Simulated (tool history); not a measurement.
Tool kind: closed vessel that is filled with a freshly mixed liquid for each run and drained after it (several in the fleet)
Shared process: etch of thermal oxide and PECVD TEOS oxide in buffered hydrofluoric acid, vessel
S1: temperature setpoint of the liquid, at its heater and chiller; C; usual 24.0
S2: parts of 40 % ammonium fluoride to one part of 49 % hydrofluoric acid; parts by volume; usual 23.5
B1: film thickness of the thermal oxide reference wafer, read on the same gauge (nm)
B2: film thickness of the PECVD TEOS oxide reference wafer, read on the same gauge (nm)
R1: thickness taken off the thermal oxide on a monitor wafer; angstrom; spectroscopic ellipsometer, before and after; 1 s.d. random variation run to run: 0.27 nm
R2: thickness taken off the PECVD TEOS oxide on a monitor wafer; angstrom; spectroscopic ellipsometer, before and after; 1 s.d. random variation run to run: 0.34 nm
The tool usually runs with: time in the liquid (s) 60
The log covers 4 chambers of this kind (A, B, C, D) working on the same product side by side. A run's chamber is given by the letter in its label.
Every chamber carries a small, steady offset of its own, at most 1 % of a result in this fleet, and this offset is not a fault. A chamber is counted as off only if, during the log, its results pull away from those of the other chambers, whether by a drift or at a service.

Run 1B, hour 3.6: usual settings; B1 80.001; B2 100.020. Result: R1 307.91 angstrom, R2 493.92 angstrom.
At hour 7.2: chamber D: thermometer replaced.
Run 2A, hour 8.7: usual settings; B1 80.005; B2 100.020. Result: R1 308.03 angstrom, R2 498.54 angstrom.
Run 3D, hour 13.3: usual settings; B1 80.022; B2 99.974. Result: R1 312.77 angstrom, R2 490.67 angstrom.
Run 4C, hour 17.7: usual settings; B1 80.022; B2 100.020. Result: R1 315.15 angstrom, R2 478.40 angstrom.
Run 5A, hour 22.3: usual settings; B1 80.002; B2 99.979. Result: R1 311.00 angstrom, R2 487.93 angstrom.
Run 6D, hour 29.7: usual settings; B1 79.987; B2 100.000. Result: R1 306.82 angstrom, R2 489.87 angstrom.
Run 7C, hour 35.9: usual settings; B1 79.992; B2 100.000. Result: R1 319.05 angstrom, R2 485.01 angstrom.
Run 8B, hour 40.8: usual settings; B1 79.970; B2 100.000. Result: R1 305.54 angstrom, R2 488.17 angstrom.
Run 9D, hour 48.4: usual settings but S2 27.5 parts by volume, time in the liquid (s) 80; B1 80.004; B2 100.010. Result: R1 365.36 angstrom, R2 584.17 angstrom.
Run 10B, hour 54.2: usual settings but S2 27.5 parts by volume, time in the liquid (s) 80; B1 80.007; B2 100.030. Result: R1 368.00 angstrom, R2 581.96 angstrom.
Run 11A, hour 58.0: usual settings but S2 27.5 parts by volume, time in the liquid (s) 80; B1 80.007; B2 100.000. Result: R1 370.62 angstrom, R2 590.12 angstrom.
Run 12C, hour 66.0: usual settings but S2 27.5 parts by volume, time in the liquid (s) 80; B1 80.035; B2 100.020. Result: R1 374.82 angstrom, R2 577.46 angstrom.
Run 13B, hour 72.5: usual settings; B1 80.001; B2 100.000. Result: R1 307.84 angstrom, R2 487.17 angstrom.
Run 14D, hour 78.4: usual settings; B1 80.003; B2 99.995. Result: R1 307.95 angstrom, R2 492.41 angstrom.
Run 15C, hour 86.7: usual settings; B1 80.019; B2 99.984. Result: R1 318.57 angstrom, R2 483.21 angstrom.
Run 16A, hour 93.9: usual settings; B1 80.043; B2 100.020. Result: R1 308.84 angstrom, R2 488.13 angstrom.
Run 17C, hour 101.5: usual settings; B1 79.989; B2 99.992. Result: R1 312.32 angstrom, R2 492.98 angstrom.
Run 18A, hour 106.9: usual settings; B1 80.040; B2 100.010. Result: R1 313.92 angstrom, R2 496.26 angstrom.
Run 19D, hour 112.0: usual settings; B1 80.011; B2 99.970. Result: R1 308.90 angstrom, R2 483.53 angstrom.
Run 20B, hour 118.0: usual settings; B1 80.014; B2 99.994. Result: R1 307.37 angstrom, R2 488.36 angstrom.
Run 21A, hour 125.2: usual settings; B1 80.018; B2 100.000. Result: R1 313.52 angstrom, R2 491.15 angstrom.
Run 22C, hour 133.6: usual settings; B1 79.995; B2 99.988. Result: R1 312.92 angstrom, R2 488.70 angstrom.
Run 23B, hour 139.2: usual settings; B1 79.982; B2 99.991. Result: R1 306.09 angstrom, R2 484.65 angstrom.
Run 24D, hour 145.2: usual settings; B1 79.986; B2 99.972. Result: R1 305.41 angstrom, R2 492.26 angstrom.
Run 25A, hour 153.3: usual settings; B1 79.987; B2 99.983. Result: R1 310.60 angstrom, R2 495.61 angstrom.
Run 26C, hour 161.0: usual settings; B1 79.992; B2 99.980. Result: R1 313.12 angstrom, R2 487.86 angstrom.
Run 27B, hour 167.3: usual settings; B1 80.028; B2 100.000. Result: R1 306.83 angstrom, R2 490.03 angstrom.
Run 28D, hour 172.7: usual settings; B1 80.002; B2 100.020. Result: R1 306.35 angstrom, R2 483.74 angstrom.
Run 29C, hour 179.4: usual settings; B1 79.986; B2 100.000. Result: R1 313.59 angstrom, R2 490.33 angstrom.
Run 30A, hour 186.2: usual settings; B1 80.013; B2 99.997. Result: R1 311.63 angstrom, R2 497.68 angstrom.
Run 31B, hour 190.1: usual settings; B1 79.995; B2 100.010. Result: R1 309.11 angstrom, R2 490.60 angstrom.
Run 32D, hour 194.4: usual settings but S1 27.5 C, S2 29.5 parts by volume; B1 79.995; B2 100.010. Result: R1 318.38 angstrom, R2 507.47 angstrom.
Run 33A, hour 198.1: usual settings but S1 27.5 C, S2 29.5 parts by volume; B1 80.007; B2 100.000. Result: R1 324.62 angstrom, R2 506.71 angstrom.
Run 34B, hour 202.9: usual settings but S1 27.5 C, S2 29.5 parts by volume; B1 79.976; B2 99.980. Result: R1 323.74 angstrom, R2 503.83 angstrom.
Run 35D, hour 211.2: usual settings but S1 27.5 C, S2 29.5 parts by volume; B1 79.996; B2 99.999. Result: R1 315.69 angstrom, R2 501.59 angstrom.

Is one chamber out of step, is the gauge drifting, or do the chambers differ by no more than their own small offsets? For an off chamber, give its letter and the likeliest cause.

All chambers stay in line apart from their small fixed offsets, and the gauge does not drift.

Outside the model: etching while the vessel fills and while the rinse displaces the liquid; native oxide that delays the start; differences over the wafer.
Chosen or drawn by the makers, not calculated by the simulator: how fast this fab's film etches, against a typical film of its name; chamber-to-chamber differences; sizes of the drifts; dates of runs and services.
